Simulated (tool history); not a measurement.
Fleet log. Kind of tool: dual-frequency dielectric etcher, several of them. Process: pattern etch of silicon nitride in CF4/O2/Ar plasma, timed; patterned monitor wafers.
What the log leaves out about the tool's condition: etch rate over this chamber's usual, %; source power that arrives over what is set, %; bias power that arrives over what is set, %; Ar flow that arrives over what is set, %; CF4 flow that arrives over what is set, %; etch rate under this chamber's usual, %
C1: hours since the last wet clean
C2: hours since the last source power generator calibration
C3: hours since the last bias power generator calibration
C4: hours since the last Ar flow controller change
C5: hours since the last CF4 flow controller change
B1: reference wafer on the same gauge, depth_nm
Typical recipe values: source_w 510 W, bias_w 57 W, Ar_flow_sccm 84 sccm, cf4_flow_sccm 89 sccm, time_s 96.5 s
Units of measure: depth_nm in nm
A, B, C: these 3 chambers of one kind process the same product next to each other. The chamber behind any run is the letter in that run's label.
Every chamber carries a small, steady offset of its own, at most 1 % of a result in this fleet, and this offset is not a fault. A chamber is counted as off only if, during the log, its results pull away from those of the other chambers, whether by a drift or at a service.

{"run": "1B", "day": 0.462, "source_w": 510, "bias_w": 57, "Ar_flow_sccm": 84, "cf4_flow_sccm": 89, "time_s": 96.5, "C1": 118.1, "C2": 1251, "C3": 3584, "C4": 875.4, "C5": 982.3, "B1": 164.05, "depth_nm": 196.96}
{"run": "2A", "day": 0.933, "source_w": 510, "bias_w": 57, "Ar_flow_sccm": 84, "cf4_flow_sccm": 89, "time_s": 96.5, "C1": 370.3, "C2": 815.8, "C3": 1857, "C4": 310.4, "C5": 1341.7, "B1": 164.11, "depth_nm": 198.74}
{"run": "3C", "day": 1.2, "source_w": 510, "bias_w": 57, "Ar_flow_sccm": 84, "cf4_flow_sccm": 89, "time_s": 96.5, "C1": 241.6, "C2": 2595.6, "C3": 2225, "C4": 2211.7, "C5": 1479.1, "B1": 164.14, "depth_nm": 197.61}
{"day": 1.454, "done": "chamber A: wet clean of the chamber"}
{"run": "4C", "day": 1.488, "source_w": 510, "bias_w": 57, "Ar_flow_sccm": 84, "cf4_flow_sccm": 89, "time_s": 96.5, "C1": 248.5, "C2": 2602.5, "C3": 2231.9, "C4": 2218.6, "C5": 1486, "B1": 164.18, "depth_nm": 197.93}
{"run": "5A", "day": 1.996, "source_w": 510, "bias_w": 57, "Ar_flow_sccm": 84, "cf4_flow_sccm": 89, "time_s": 96.5, "C1": 13.1, "C2": 841.3, "C3": 1882.5, "C4": 335.9, "C5": 1367.2, "B1": 164.21, "depth_nm": 198.14}
{"run": "6B", "day": 2.483, "source_w": 510, "bias_w": 57, "Ar_flow_sccm": 84, "cf4_flow_sccm": 89, "time_s": 96.5, "C1": 166.6, "C2": 1299.5, "C3": 3632.5, "C4": 923.9, "C5": 1030.8, "B1": 164.21, "depth_nm": 197.43}
{"run": "7B", "day": 2.738, "source_w": 620, "bias_w": 57, "Ar_flow_sccm": 84, "cf4_flow_sccm": 89, "time_s": 96.5, "C1": 172.7, "C2": 1305.6, "C3": 3638.6, "C4": 930, "C5": 1036.9, "B1": 164.26, "depth_nm": 233.84}
{"run": "8C", "day": 3.275, "source_w": 620, "bias_w": 57, "Ar_flow_sccm": 84, "cf4_flow_sccm": 89, "time_s": 96.5, "C1": 291.4, "C2": 2645.4, "C3": 2274.8, "C4": 2261.5, "C5": 1528.9, "B1": 164.38, "depth_nm": 234.03}
{"run": "9A", "day": 3.742, "source_w": 620, "bias_w": 57, "Ar_flow_sccm": 84, "cf4_flow_sccm": 89, "time_s": 96.5, "C1": 55, "C2": 883.2, "C3": 1924.4, "C4": 377.8, "C5": 1409.1, "B1": 164.46, "depth_nm": 235.26}
{"run": "10C", "day": 4.0, "source_w": 510, "bias_w": 57, "Ar_flow_sccm": 84, "cf4_flow_sccm": 89, "time_s": 96.5, "C1": 308.8, "C2": 2662.8, "C3": 2292.2, "C4": 2278.9, "C5": 1546.3, "B1": 164.45, "depth_nm": 197.65}
{"run": "11B", "day": 4.421, "source_w": 510, "bias_w": 57, "Ar_flow_sccm": 84, "cf4_flow_sccm": 89, "time_s": 96.5, "C1": 213.1, "C2": 1346, "C3": 3679, "C4": 970.4, "C5": 1077.3, "B1": 164.49, "depth_nm": 197.39}
{"run": "12A", "day": 4.904, "source_w": 510, "bias_w": 57, "Ar_flow_sccm": 84, "cf4_flow_sccm": 89, "time_s": 96.5, "C1": 82.9, "C2": 911.1, "C3": 1952.3, "C4": 405.7, "C5": 1437, "B1": 164.45, "depth_nm": 198.85}
{"run": "13C", "day": 5.321, "source_w": 510, "bias_w": 57, "Ar_flow_sccm": 84, "cf4_flow_sccm": 89, "time_s": 96.5, "C1": 340.5, "C2": 2694.5, "C3": 2323.9, "C4": 2310.6, "C5": 1578, "B1": 164.61, "depth_nm": 197.81}
{"run": "14A", "day": 5.6, "source_w": 510, "bias_w": 57, "Ar_flow_sccm": 84, "cf4_flow_sccm": 89, "time_s": 96.5, "C1": 99.6, "C2": 927.8, "C3": 1969, "C4": 422.4, "C5": 1453.7, "B1": 164.59, "depth_nm": 199.32}
{"run": "15B", "day": 6.096, "source_w": 510, "bias_w": 57, "Ar_flow_sccm": 84, "cf4_flow_sccm": 89, "time_s": 96.5, "C1": 253.3, "C2": 1386.2, "C3": 3719.2, "C4": 1010.6, "C5": 1117.5, "B1": 164.67, "depth_nm": 197.89}
{"run": "16C", "day": 6.429, "source_w": 510, "bias_w": 57, "Ar_flow_sccm": 84, "cf4_flow_sccm": 89, "time_s": 96.5, "C1": 367.1, "C2": 2721.1, "C3": 2350.5, "C4": 2337.2, "C5": 1604.6, "B1": 164.69, "depth_nm": 198.09}
{"run": "17B", "day": 6.962, "source_w": 510, "bias_w": 57, "Ar_flow_sccm": 84, "cf4_flow_sccm": 89, "time_s": 96.5, "C1": 274.1, "C2": 1407, "C3": 3740, "C4": 1031.4, "C5": 1138.3, "B1": 164.76, "depth_nm": 198.21}
{"run": "18A", "day": 7.329, "source_w": 510, "bias_w": 57, "Ar_flow_sccm": 84, "cf4_flow_sccm": 89, "time_s": 96.5, "C1": 141.1, "C2": 969.3, "C3": 2010.5, "C4": 463.9, "C5": 1495.2, "B1": 164.76, "depth_nm": 199.41}
{"day": 7.508, "done": "chamber B: bias power generator calibrated"}
{"run": "19B", "day": 7.729, "source_w": 510, "bias_w": 57, "Ar_flow_sccm": 84, "cf4_flow_sccm": 89, "time_s": 96.5, "C1": 292.5, "C2": 1425.4, "C3": 5.3, "C4": 1049.8, "C5": 1156.7, "B1": 164.82, "depth_nm": 198.12}
{"run": "20C", "day": 7.971, "source_w": 510, "bias_w": 57, "Ar_flow_sccm": 84, "cf4_flow_sccm": 89, "time_s": 96.5, "C1": 404.1, "C2": 2758.1, "C3": 2387.5, "C4": 2374.2, "C5": 1641.6, "B1": 164.88, "depth_nm": 199.14}
{"run": "21A", "day": 8.275, "source_w": 510, "bias_w": 57, "Ar_flow_sccm": 84, "cf4_flow_sccm": 89, "time_s": 96.5, "C1": 163.8, "C2": 992, "C3": 2033.2, "C4": 486.6, "C5": 1517.9, "B1": 164.88, "depth_nm": 199.84}
{"run": "22B", "day": 8.617, "source_w": 510, "bias_w": 57, "Ar_flow_sccm": 84, "cf4_flow_sccm": 89, "time_s": 96.5, "C1": 313.8, "C2": 1446.7, "C3": 26.6, "C4": 1071.1, "C5": 1178, "B1": 164.95, "depth_nm": 198.01}
{"run": "23A", "day": 9.004, "source_w": 510, "bias_w": 57, "Ar_flow_sccm": 84, "cf4_flow_sccm": 89, "time_s": 96.5, "C1": 181.3, "C2": 1009.5, "C3": 2050.7, "C4": 504.1, "C5": 1535.4, "B1": 165.05, "depth_nm": 199.71}
{"run": "24C", "day": 9.246, "source_w": 510, "bias_w": 57, "Ar_flow_sccm": 84, "cf4_flow_sccm": 89, "time_s": 96.5, "C1": 434.7, "C2": 2788.7, "C3": 2418.1, "C4": 2404.8, "C5": 1672.2, "B1": 165.04, "depth_nm": 198.72}

Does one chamber stand apart from the rest, does the shared gauge drift, or is all well apart from small per-chamber offsets? Give the chamber and the most likely cause, where there is one.

None of the chambers is off. What moves is the gauge, dragging all their readings along together.
Most likely cause: gauge reads high (%) = 0.641.
